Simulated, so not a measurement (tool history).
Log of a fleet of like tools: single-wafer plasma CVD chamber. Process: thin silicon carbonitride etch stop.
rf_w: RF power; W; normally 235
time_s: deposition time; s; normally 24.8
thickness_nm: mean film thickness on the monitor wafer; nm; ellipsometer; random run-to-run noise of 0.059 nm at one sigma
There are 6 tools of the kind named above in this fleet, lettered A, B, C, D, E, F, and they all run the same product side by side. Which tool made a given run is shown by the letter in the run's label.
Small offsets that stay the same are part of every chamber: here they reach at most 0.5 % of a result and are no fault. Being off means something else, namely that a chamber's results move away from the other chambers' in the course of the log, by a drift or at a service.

run   hour  rf_w  time_s  read-back reference wafer on the same gauge, thickness_nm  thickness_nm
 1D    9.6   235    24.8                                                     15.704        14.922
 2C     15   235    24.8                                                     15.698        14.886
 3A   22.8   235    24.8                                                     15.713         14.79
 4F   31.8   235    24.8                                                     15.705        14.705
 5E   40.4   235    24.8                                                     15.687        14.857
 6B   49.2   235    24.8                                                     15.698        14.763
 7E   57.1   235    24.8                                                     15.715         14.86
 8B   61.9   235    24.8                                                     15.709        14.626
 9D     69   235    24.8                                                     15.713        14.872
10F   75.7   235    24.8                                                     15.697         14.61
11C   80.2   235    24.8                                                     15.696        14.886
      85.2  -- chamber A: thermocouple changed; heater temperature recalibrated
12A   85.6   235    24.8                                                     15.699        14.751
13A   93.1   235    24.8                                                     15.695        14.736
14F   99.2   235    24.8                                                     15.699        14.631
15B  104.1   215    29.5                                                     15.697        17.226
16D  112.1   215    29.5                                                     15.702        17.253
17C  120.1   215    29.5                                                     15.707        17.158
18E  125.1   215    29.5                                                     15.686        17.101
     129.8  -- chamber B: RF generator calibrated
19C  134.3   215    29.5                                                     15.694        17.192
20B  141.2   215    29.5                                                     15.709        17.177
21E  150.3   235    24.8                                                     15.693        14.756
22F  160.1   235    24.8                                                     15.708        14.703
23A  170.1   235    24.8                                                     15.703        14.813
24D  176.2   205    24.8                                                      15.71        14.273
25D  184.9   205    24.8                                                     15.702        14.239
26C  189.8   205    24.8                                                     15.699        14.143
27A  194.4   205    24.8                                                     15.697        14.295
28F  201.9   205    24.8                                                     15.702        14.081
29E  208.6   205    24.8                                                     15.704         14.02
30B  218.4   235    24.8                                                     15.692        14.702
31C  224.7   235    24.8                                                     15.713        14.825
32F  230.1   235    24.8                                                       15.7        14.737
33E  239.5   235    24.8                                                     15.694          14.5
34B    245   235    24.8                                                     15.687        14.782
35D    251   235    24.8                                                     15.699        14.999
36A  258.9   235    24.8                                                     15.695        14.872
     260.8  -- chamber F: RF generator calibrated
37A    269   235    24.8                                                     15.699        14.771
38E  278.5   235      20                                                     15.686        11.627
39C  286.4   235      20                                                     15.712        12.041
40B  291.8   235      20                                                     15.698        11.973
41D  299.2   235      20                                                     15.699         12.05
42F  307.3   235      20                                                     15.695        11.866
43C  315.9   235      20                                                     15.697        11.949

Each of the 6 chambers runs these same settings next. Fill in every chamber's results:
44A  323.3   235    24.8                                                                        ?
44B  323.3   235    24.8                                                                        ?
44C  323.3   235    24.8                                                                        ?
44D  323.3   235    24.8                                                                        ?
44E  323.3   235    24.8                                                                        ?
44F  323.3   235    24.8                                                                        ?

run  thickness_nm
44A        14.789
44B        14.796
44C        14.828
44D        14.891
44E        14.557
44F        14.818
